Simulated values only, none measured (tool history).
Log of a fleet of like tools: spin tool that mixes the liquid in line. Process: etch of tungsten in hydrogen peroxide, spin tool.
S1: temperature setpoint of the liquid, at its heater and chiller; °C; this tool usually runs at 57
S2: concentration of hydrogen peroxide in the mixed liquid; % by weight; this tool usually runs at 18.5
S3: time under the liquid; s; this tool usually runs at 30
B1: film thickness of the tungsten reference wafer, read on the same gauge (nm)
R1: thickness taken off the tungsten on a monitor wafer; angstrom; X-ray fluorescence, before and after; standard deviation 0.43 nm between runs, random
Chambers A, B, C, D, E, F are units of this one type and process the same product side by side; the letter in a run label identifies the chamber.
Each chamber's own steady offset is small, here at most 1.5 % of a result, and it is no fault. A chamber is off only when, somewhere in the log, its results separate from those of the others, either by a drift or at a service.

run,hour,S1,S2,S3,B1,R1
1F,5.7,57,18.5,30,59.975,984.21
2E,10.7,57,18.5,30,60.032,996.76
3C,15.6,57,18.5,30,60.039,998.65
4D,21.9,57,18.5,30,60.016,997.57
5A,26.6,57,18.5,30,60.033,991.90
6B,31.3,57,18.5,30,60.008,987.41
7A,39.9,57,18.5,30,60.017,991.81
8C,47.1,57,18.5,30,60.040,1003.70
9D,55.8,57,18.5,30,59.999,1001.30
10B,61.3,57,15.0,30,59.937,898.23
11F,69.6,57,15.0,30,60.018,891.14
12E,78.2,57,15.0,30,60.020,894.00
13A,84.5,57,15.0,30,60.028,887.27
14E,93.2,57,15.0,30,59.940,883.58
# hour 99.2: chamber F: heated supply line repaired
15D,101.7,57,15.0,30,59.926,895.56
16B,107.7,57,21.5,30,59.984,1071.40
17C,116.9,57,21.5,30,60.024,1070.40
18F,122.8,57,21.5,30,60.007,1078.70
# hour 125.7: chamber E: thermometer replaced
19F,129.7,57,21.5,30,59.996,1081.70
# hour 134.6: chamber A: thermometer replaced
20C,135.1,57,21.5,30,59.982,1076.90
21E,140.7,57,21.5,30,59.993,1067.80
22D,148.8,57,18.5,30,59.973,996.24
23B,155.1,57,18.5,30,60.028,992.59
24A,160.1,57,18.5,30,60.010,984.89
25E,169.3,57,18.5,30,60.001,992.21
# hour 173.0: chamber D: peroxide flow meter replaced
26D,178.4,57,18.5,30,60.025,991.24
27B,184.3,57,18.5,30,59.950,997.49
28C,190.4,57,14.5,50,59.988,1471.30
# hour 193.4: chamber B: new drum of peroxide connected
29F,197.8,57,14.5,50,59.991,1504.60
30A,204.8,57,14.5,50,60.021,1457.20
31B,211.1,57,14.5,50,59.984,1456.20
32E,219.5,57,14.5,50,60.017,1460.80
33F,228.3,57,14.5,50,60.030,1523.40
34C,232.9,57,18.5,30,60.002,992.50
35A,239.4,57,18.5,30,60.006,996.04
36D,245.3,57,18.5,15,60.020,496.22
37A,251.5,57,18.5,15,59.987,496.48
38E,256.1,57,18.5,15,60.013,498.16
39D,265.1,57,18.5,15,60.041,500.85
40B,270.6,57,18.5,15,60.012,498.23
41F,278.9,57,18.5,15,60.058,523.08
42C,284.8,57,18.5,30,59.994,1001.10
43C,291.0,57,18.5,30,60.014,1011.40
44A,299.6,57,18.5,30,60.002,987.54

Which is it: a chamber that has drifted or been left off by a service, a gauge drift common to all chambers, or only each chamber's usual small offset? If a chamber is off, name it and its likeliest cause.

One chamber, F, drifts off from the rest bit by bit.
Cause: peroxide flow above the setpoint (%) = 11.4.
With only this log, it may be confused with: liquid hotter than its thermometer reads (K).

Chamber F could run next with any of the 4 candidate recipes listed below; each alters the usual settings, and their results appear as question marks. Which one brings its results back in line with what the other chambers deliver on the usual settings?
Allowed miss from the other chambers' usual-settings mean, per result, to count as in line: R1 15.00 angstrom
45F-1,306.3,57.0,17.0,30,,?
45F-2,306.3,57.0,22.0,30,,?
45F-3,306.3,55.5,18.5,30,,?
45F-4,306.3,57.0,20.5,30,,?

Average result of the remaining chambers running the usual settings: R1 994.47 angstrom
run,R1
45F-1,1001.00
45F-2,1140.10
45F-3,956.98
45F-4,1100.20
With 45F-1, the chamber falls back in line with the rest.
